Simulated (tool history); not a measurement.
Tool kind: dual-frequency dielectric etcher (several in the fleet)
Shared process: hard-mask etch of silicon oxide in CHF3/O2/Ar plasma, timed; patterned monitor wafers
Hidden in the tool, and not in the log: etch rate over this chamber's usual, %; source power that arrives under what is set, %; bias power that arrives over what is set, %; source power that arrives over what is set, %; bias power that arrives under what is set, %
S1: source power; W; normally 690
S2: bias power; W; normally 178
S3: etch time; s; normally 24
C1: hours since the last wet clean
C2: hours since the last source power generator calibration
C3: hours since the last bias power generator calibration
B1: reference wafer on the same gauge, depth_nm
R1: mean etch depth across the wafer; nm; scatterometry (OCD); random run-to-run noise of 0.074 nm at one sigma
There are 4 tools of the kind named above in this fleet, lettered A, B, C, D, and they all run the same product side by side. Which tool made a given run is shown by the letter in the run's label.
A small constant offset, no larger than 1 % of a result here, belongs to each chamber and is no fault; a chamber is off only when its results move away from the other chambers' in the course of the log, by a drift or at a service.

run   hour   S1   S2    S3     C1      C2      C3      B1      R1
 1D    5.2  690  178    24  326.3  1385.6  2483.3  40.804  49.935
 2C   10.1  690  178    24  361.3     911  1478.6  40.792  49.688
 3A     18  690  178    24  185.3  2632.3  1352.9  40.786  49.601
 4B   27.2  690  178    24  283.8   250.6  2171.2  40.787   49.14
 5D     35  690  178    24  356.1  1415.4  2513.1  40.757  49.802
 6A   41.4  690  138    24  208.7  2655.7  1376.3  40.764  45.666
 7B   50.7  690  138    24  307.3   274.1  2194.7  40.764   45.34
      53.5  -- chamber D: wet clean of the chamber
 8C     60  690  138    24  411.2   960.9  1528.5  40.734  45.773
 9A   65.2  690  138    24  232.5  2679.5  1400.1  40.767  45.752
10C   71.3  850  144    24  422.5   972.2  1539.8  40.753   50.32
11B   77.8  850  144    24  334.4   301.2  2221.8  40.743  49.828
12D   83.2  850  144    24   29.8  1463.6  2561.3  40.729  50.272
13D   93.5  850  144    24   40.1  1473.9  2571.6  40.719  50.255
14A     99  690  178    24  266.3  2713.3  1433.9  40.721  49.554
15C  109.8  690  178    24    461  1010.7  1578.3  40.721  49.521
16B  117.5  690  178    24  374.1   340.9  2261.5  40.709  49.351
17D  123.5  690  178    24   70.1  1503.9  2601.6    40.7  49.679
18B  130.3  690  178    24  386.9   353.7  2274.3  40.707  49.169
19A    135  690  178    24  302.3  2749.3  1469.9  40.698  49.455
20C  143.1  690  178    24  494.3    1044  1611.6  40.702  49.466
21C  150.3  690  178    24  501.5  1051.2  1618.8  40.678  49.436
22D  155.1  690  178    24  101.7  1535.5  2633.2   40.69   49.64
23A  163.6  690  178    24  330.9  2777.9  1498.5  40.665  49.478
24B  168.3  690  214    24  424.9   391.7  2312.3  40.671  52.328
25A  177.9  690  214    24  345.2  2792.2  1512.8  40.648  52.467
26B  187.1  690  214    24  443.7   410.5  2331.1  40.647  52.359
27D  191.8  690  214    24  138.4  1572.2  2669.9  40.648  52.843
28C  199.9  690  178    24  551.1  1100.8  1668.4  40.626  49.413
29C  207.6  690  178    24  558.8  1108.5  1676.1  40.623   49.32
30A  218.3  690  178    24  385.6  2832.6  1553.2  40.611   49.23
31D    228  690  178    24  174.6  1608.4  2706.1  40.623  49.646
     230.3  -- chamber B: wet clean of the chamber
32B  234.3  690  178    24    4.1   457.7  2378.3  40.605  49.042
     237.8  -- chamber C: wet clean of the chamber
33D  241.4  690  209    19    188  1621.8  2719.5  40.608  41.521
34C  246.3  690  209    19    8.6  1147.2  1714.8  40.604   41.23
35B  251.2  690  209    19     21   474.6  2395.2   40.59  41.132
36A  259.4  690  209    19  426.7  2873.7  1594.3  40.589  41.233
37B  265.8  690  178    24   35.6   489.2  2409.8  40.595  49.072
38D  272.1  690  206  26.5  218.7  1652.5  2750.2  40.593  57.552
39A  278.2  690  206  26.5  445.5  2892.5  1613.1   40.57  57.168
40C  284.2  690  206  26.5   46.5  1185.1  1752.7  40.563  57.202
41A  294.6  690  206  26.5  461.9  2908.9  1629.5   40.57  57.114
42C  300.9  690  178    24   63.2  1201.8  1769.4  40.573  49.361

Each of the 4 chambers runs these same settings next. Fill in every chamber's results:
43A  308.6  690  178  30.5                   ?
43B  308.6  690  178  30.5                   ?
43C  308.6  690  178  30.5                   ?
43D  308.6  690  178  30.5                   ?

run      R1
43A  62.659
43B  62.518
43C    62.7
43D  63.012
